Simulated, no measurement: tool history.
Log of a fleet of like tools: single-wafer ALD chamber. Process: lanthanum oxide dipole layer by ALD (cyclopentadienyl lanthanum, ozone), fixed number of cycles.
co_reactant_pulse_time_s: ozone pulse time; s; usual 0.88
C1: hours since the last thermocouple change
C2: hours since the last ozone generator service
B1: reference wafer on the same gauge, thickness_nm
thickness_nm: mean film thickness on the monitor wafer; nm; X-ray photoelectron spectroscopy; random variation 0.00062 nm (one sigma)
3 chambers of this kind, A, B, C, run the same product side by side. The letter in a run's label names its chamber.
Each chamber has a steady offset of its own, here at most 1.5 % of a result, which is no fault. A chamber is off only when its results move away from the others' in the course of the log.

{"run": "1B", "hour": 6.4, "co_reactant_pulse_time_s": 0.88, "C1": 650.5, "C2": 381.3, "B1": 0.55106, "thickness_nm": 0.47864}
{"run": "2A", "hour": 11.8, "co_reactant_pulse_time_s": 0.88, "C1": 1471.2, "C2": 1690.3, "B1": 0.55088, "thickness_nm": 0.47381}
{"hour": 18.3, "done": "chamber A: thermocouple changed; heater temperature recalibrated"}
{"run": "3C", "hour": 18.6, "co_reactant_pulse_time_s": 0.88, "C1": 1495.1, "C2": 332.2, "B1": 0.55073, "thickness_nm": 0.47884}
{"run": "4B", "hour": 23.6, "co_reactant_pulse_time_s": 0.88, "C1": 667.7, "C2": 398.5, "B1": 0.55099, "thickness_nm": 0.4788}
{"run": "5C", "hour": 28.1, "co_reactant_pulse_time_s": 0.88, "C1": 1504.6, "C2": 341.7, "B1": 0.55093, "thickness_nm": 0.47805}
{"run": "6A", "hour": 36.3, "co_reactant_pulse_time_s": 0.88, "C1": 18.0, "C2": 1714.8, "B1": 0.55046, "thickness_nm": 0.47367}
{"run": "7A", "hour": 44.4, "co_reactant_pulse_time_s": 0.88, "C1": 26.1, "C2": 1722.9, "B1": 0.55047, "thickness_nm": 0.47263}
{"run": "8C", "hour": 50.4, "co_reactant_pulse_time_s": 1.19, "C1": 1526.9, "C2": 364.0, "B1": 0.55037, "thickness_nm": 0.52535}
{"run": "9B", "hour": 55.5, "co_reactant_pulse_time_s": 1.19, "C1": 699.6, "C2": 430.4, "B1": 0.55054, "thickness_nm": 0.52491}
{"run": "10A", "hour": 60.6, "co_reactant_pulse_time_s": 1.19, "C1": 42.3, "C2": 1739.1, "B1": 0.55039, "thickness_nm": 0.51729}
{"run": "11B", "hour": 66.9, "co_reactant_pulse_time_s": 0.88, "C1": 711.0, "C2": 441.8, "B1": 0.55011, "thickness_nm": 0.47871}
{"hour": 70.1, "done": "chamber A: ozone generator serviced"}
{"run": "12C", "hour": 73.1, "co_reactant_pulse_time_s": 0.88, "C1": 1549.6, "C2": 386.7, "B1": 0.55027, "thickness_nm": 0.4779}
{"run": "13C", "hour": 80.2, "co_reactant_pulse_time_s": 0.88, "C1": 1556.7, "C2": 393.8, "B1": 0.55024, "thickness_nm": 0.47922}
{"run": "14B", "hour": 88.6, "co_reactant_pulse_time_s": 0.88, "C1": 732.7, "C2": 463.5, "B1": 0.55003, "thickness_nm": 0.47904}
{"run": "15A", "hour": 97.5, "co_reactant_pulse_time_s": 0.88, "C1": 79.2, "C2": 27.5, "B1": 0.54996, "thickness_nm": 0.47163}
{"run": "16A", "hour": 102.1, "co_reactant_pulse_time_s": 0.88, "C1": 83.8, "C2": 32.1, "B1": 0.55001, "thickness_nm": 0.47305}
{"run": "17C", "hour": 111.0, "co_reactant_pulse_time_s": 0.88, "C1": 1587.5, "C2": 424.6, "B1": 0.54984, "thickness_nm": 0.47756}
{"run": "18B", "hour": 115.6, "co_reactant_pulse_time_s": 0.88, "C1": 759.7, "C2": 490.5, "B1": 0.54976, "thickness_nm": 0.47744}
{"run": "19C", "hour": 119.8, "co_reactant_pulse_time_s": 0.88, "C1": 1596.3, "C2": 433.4, "B1": 0.54984, "thickness_nm": 0.47693}
{"run": "20B", "hour": 125.9, "co_reactant_pulse_time_s": 0.54, "C1": 770.0, "C2": 500.8, "B1": 0.54971, "thickness_nm": 0.37818}
{"run": "21A", "hour": 133.3, "co_reactant_pulse_time_s": 0.54, "C1": 115.0, "C2": 63.3, "B1": 0.54982, "thickness_nm": 0.38213}
{"run": "22A", "hour": 138.9, "co_reactant_pulse_time_s": 0.54, "C1": 120.6, "C2": 68.9, "B1": 0.54966, "thickness_nm": 0.38162}
{"run": "23B", "hour": 143.1, "co_reactant_pulse_time_s": 0.88, "C1": 787.2, "C2": 518.0, "B1": 0.54945, "thickness_nm": 0.47743}
{"run": "24C", "hour": 149.2, "co_reactant_pulse_time_s": 0.88, "C1": 1625.7, "C2": 462.8, "B1": 0.54937, "thickness_nm": 0.47806}
{"run": "25C", "hour": 153.2, "co_reactant_pulse_time_s": 0.88, "C1": 1629.7, "C2": 466.8, "B1": 0.54956, "thickness_nm": 0.47737}
{"run": "26B", "hour": 157.2, "co_reactant_pulse_time_s": 0.88, "C1": 801.3, "C2": 532.1, "B1": 0.54958, "thickness_nm": 0.47687}
{"run": "27A", "hour": 165.8, "co_reactant_pulse_time_s": 0.88, "C1": 147.5, "C2": 95.8, "B1": 0.54917, "thickness_nm": 0.47196}
{"run": "28A", "hour": 174.5, "co_reactant_pulse_time_s": 0.88, "C1": 156.2, "C2": 104.5, "B1": 0.54909, "thickness_nm": 0.47119}
{"run": "29B", "hour": 181.2, "co_reactant_pulse_time_s": 0.88, "C1": 825.3, "C2": 556.1, "B1": 0.54931, "thickness_nm": 0.4783}
{"run": "30C", "hour": 187.5, "co_reactant_pulse_time_s": 0.88, "C1": 1664.0, "C2": 501.1, "B1": 0.54895, "thickness_nm": 0.47716}
{"run": "31C", "hour": 191.9, "co_reactant_pulse_time_s": 0.88, "C1": 1668.4, "C2": 505.5, "B1": 0.54895, "thickness_nm": 0.47781}
{"run": "32B", "hour": 200.8, "co_reactant_pulse_time_s": 0.88, "C1": 844.9, "C2": 575.7, "B1": 0.54899, "thickness_nm": 0.47726}
{"run": "33A", "hour": 206.0, "co_reactant_pulse_time_s": 0.88, "C1": 187.7, "C2": 136.0, "B1": 0.54879, "thickness_nm": 0.47157}
{"run": "34B", "hour": 215.0, "co_reactant_pulse_time_s": 1.02, "C1": 859.1, "C2": 589.9, "B1": 0.54875, "thickness_nm": 0.50166}
{"run": "35C", "hour": 222.4, "co_reactant_pulse_time_s": 1.02, "C1": 1698.9, "C2": 536.0, "B1": 0.54857, "thickness_nm": 0.50123}
{"run": "36A", "hour": 229.4, "co_reactant_pulse_time_s": 1.02, "C1": 211.1, "C2": 159.4, "B1": 0.54858, "thickness_nm": 0.49373}
{"run": "37B", "hour": 235.3, "co_reactant_pulse_time_s": 0.88, "C1": 879.4, "C2": 610.2, "B1": 0.54851, "thickness_nm": 0.47637}
{"run": "38A", "hour": 240.5, "co_reactant_pulse_time_s": 1.09, "C1": 222.2, "C2": 170.5, "B1": 0.54856, "thickness_nm": 0.50485}
{"run": "39C", "hour": 245.1, "co_reactant_pulse_time_s": 1.09, "C1": 1721.6, "C2": 558.7, "B1": 0.54834, "thickness_nm": 0.51112}
{"run": "40B", "hour": 252.3, "co_reactant_pulse_time_s": 1.09, "C1": 896.4, "C2": 627.2, "B1": 0.54851, "thickness_nm": 0.51089}
{"run": "41C", "hour": 258.5, "co_reactant_pulse_time_s": 0.88, "C1": 1735.0, "C2": 572.1, "B1": 0.54832, "thickness_nm": 0.47689}
{"run": "42A", "hour": 265.8, "co_reactant_pulse_time_s": 0.88, "C1": 247.5, "C2": 195.8, "B1": 0.54829, "thickness_nm": 0.47135}
{"run": "43C", "hour": 273.0, "co_reactant_pulse_time_s": 0.88, "C1": 1749.5, "C2": 586.6, "B1": 0.54814, "thickness_nm": 0.47661}
{"run": "44B", "hour": 281.7, "co_reactant_pulse_time_s": 1.07, "C1": 925.8, "C2": 656.6, "B1": 0.54826, "thickness_nm": 0.50767}

Next, every chamber runs the same settings. What will each give?
{"run": "45A", "hour": 288.2, "co_reactant_pulse_time_s": 1.15, "thickness_nm": "?"}
{"run": "45B", "hour": 288.2, "co_reactant_pulse_time_s": 1.15, "thickness_nm": "?"}
{"run": "45C", "hour": 288.2, "co_reactant_pulse_time_s": 1.15, "thickness_nm": "?"}

run=45A thickness_nm=0.51106
run=45B thickness_nm=0.51867
run=45C thickness_nm=0.51698
